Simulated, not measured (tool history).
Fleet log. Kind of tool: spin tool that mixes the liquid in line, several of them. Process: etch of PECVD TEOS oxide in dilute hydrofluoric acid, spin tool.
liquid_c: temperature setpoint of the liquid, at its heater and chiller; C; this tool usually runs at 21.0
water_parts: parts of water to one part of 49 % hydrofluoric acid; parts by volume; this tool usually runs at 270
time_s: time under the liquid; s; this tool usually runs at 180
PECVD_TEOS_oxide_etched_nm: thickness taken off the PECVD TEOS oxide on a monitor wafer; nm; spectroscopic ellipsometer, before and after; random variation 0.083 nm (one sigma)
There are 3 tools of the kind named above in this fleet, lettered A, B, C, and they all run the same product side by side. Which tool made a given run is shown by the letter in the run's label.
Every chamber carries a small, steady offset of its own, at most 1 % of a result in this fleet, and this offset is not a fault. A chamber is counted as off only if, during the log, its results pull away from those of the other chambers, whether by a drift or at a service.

run    day  liquid_c  water_parts  time_s  read-back film thickness of the PECVD TEOS oxide reference wafer, read on the same gauge (nm)  PECVD_TEOS_oxide_etched_nm
 1B  0.317      21.0          270     180                                                                                         130.03                     12.0100
 2C  0.633      21.0          270     180                                                                                         130.00                     12.0520
 3A  0.942      21.0          270     180                                                                                         129.99                     12.0070
 4C  1.179      21.0          270     180                                                                                         129.98                     11.9960
 5A  1.379      21.0          270     180                                                                                         129.99                     12.0700
 6B  1.667      21.0          270     180                                                                                         130.01                     12.0210
 7A  1.925      21.0          270     180                                                                                         130.01                     11.9410
 8C  2.158      21.0          270     180                                                                                         130.00                     12.0590
 9B  2.325      21.0          270     180                                                                                         129.98                     11.9830
10B  2.650      21.0          270     180                                                                                         130.02                     12.0320
11A  2.925      21.0          270     180                                                                                         129.99                     11.8540
12C  3.246      21.0          270     180                                                                                         130.02                     12.0450
13A  3.525      21.0          270     180                                                                                         129.99                     11.8760
14C  3.775      21.0          270     180                                                                                         130.00                     12.0410
15B  4.021      21.0          270     180                                                                                         129.98                     11.8650
16C  4.212      21.0          270     105                                                                                         129.97                      7.0358
17B  4.512      21.0          270     105                                                                                         129.98                      6.7933
18A  4.692      21.0          270     105                                                                                         130.00                      6.9972
19A  4.975      21.0          180     180                                                                                         130.03                     19.4330
20C  5.304      21.0          180     180                                                                                         130.01                     19.7270
     5.412  -- chamber B: thermometer replaced
21B  5.650      21.0          180     180                                                                                         130.01                     18.8990
22A  5.912      21.0          270     180                                                                                         130.01                     11.9750
23B  6.079      21.0          270     180                                                                                         129.99                     11.5270
24C  6.362      21.0          270     180                                                                                         129.99                     12.1240
25C  6.538      21.0          270     180                                                                                         130.00                     11.9930
26B  6.812      21.0          270     180                                                                                         130.04                     11.4370
27A  7.112      21.0          270     180                                                                                         129.99                     11.9520
28C  7.446      21.0          270     180                                                                                         130.00                     11.9180
29B  7.625      21.0          270     180                                                                                         130.03                     11.2080
30A  7.867      21.0          270     180                                                                                         130.01                     11.9510
31A  8.121      17.5          270     180                                                                                         130.01                     10.5570
32C  8.442      17.5          270     180                                                                                         129.95                     10.5320
33B  8.683      17.5          270     180                                                                                         129.99                      9.7096
34B  8.838      21.0          270     180                                                                                         130.02                     11.1590
35A  9.058      21.0          270     180                                                                                         130.01                     11.9350
36C  9.217      21.0          270     180                                                                                         130.01                     12.1620
37B  9.446      21.0          270     180                                                                                         130.04                     11.1590
38A  9.612      21.0          270     180                                                                                         130.03                     11.7850

Decide between three cases: one chamber stands off from its peers, the gauge reading all wafers drifts, or nothing is wrong past each chamber's small offset. Where a chamber is off, say which and what most likely put it there.

It is chamber B that slowly wanders off from its peers.
Most likely cause: hydrofluoric acid flow below the setpoint (%) = 7.18.

Below are 4 candidate recipes for chamber B's next run, each the usual settings with a change, their results shown as question marks. Which of them brings B's results back in line with what the other chambers give on the usual settings?
In line here means within this much of the mean the other chambers give on the usual settings: PECVD_TEOS_oxide_etched_nm 0.2900 nm
39B-1  9.862      21.0          260     190                                                                                                                          ?
39B-2  9.862      18.5          270     180                                                                                                                          ?
39B-3  9.862      21.0          255     195                                                                                                                          ?
39B-4  9.862      20.5          300     180                                                                                                                          ?

Other chambers, usual settings, mean: PECVD_TEOS_oxide_etched_nm 12.0170 nm
  run  PECVD_TEOS_oxide_etched_nm
39B-1                     12.0840
39B-2                      9.9411
39B-3                     12.7090
39B-4                      9.3677
39B-1 is the one that brings the chamber's results back in line with the other chambers.

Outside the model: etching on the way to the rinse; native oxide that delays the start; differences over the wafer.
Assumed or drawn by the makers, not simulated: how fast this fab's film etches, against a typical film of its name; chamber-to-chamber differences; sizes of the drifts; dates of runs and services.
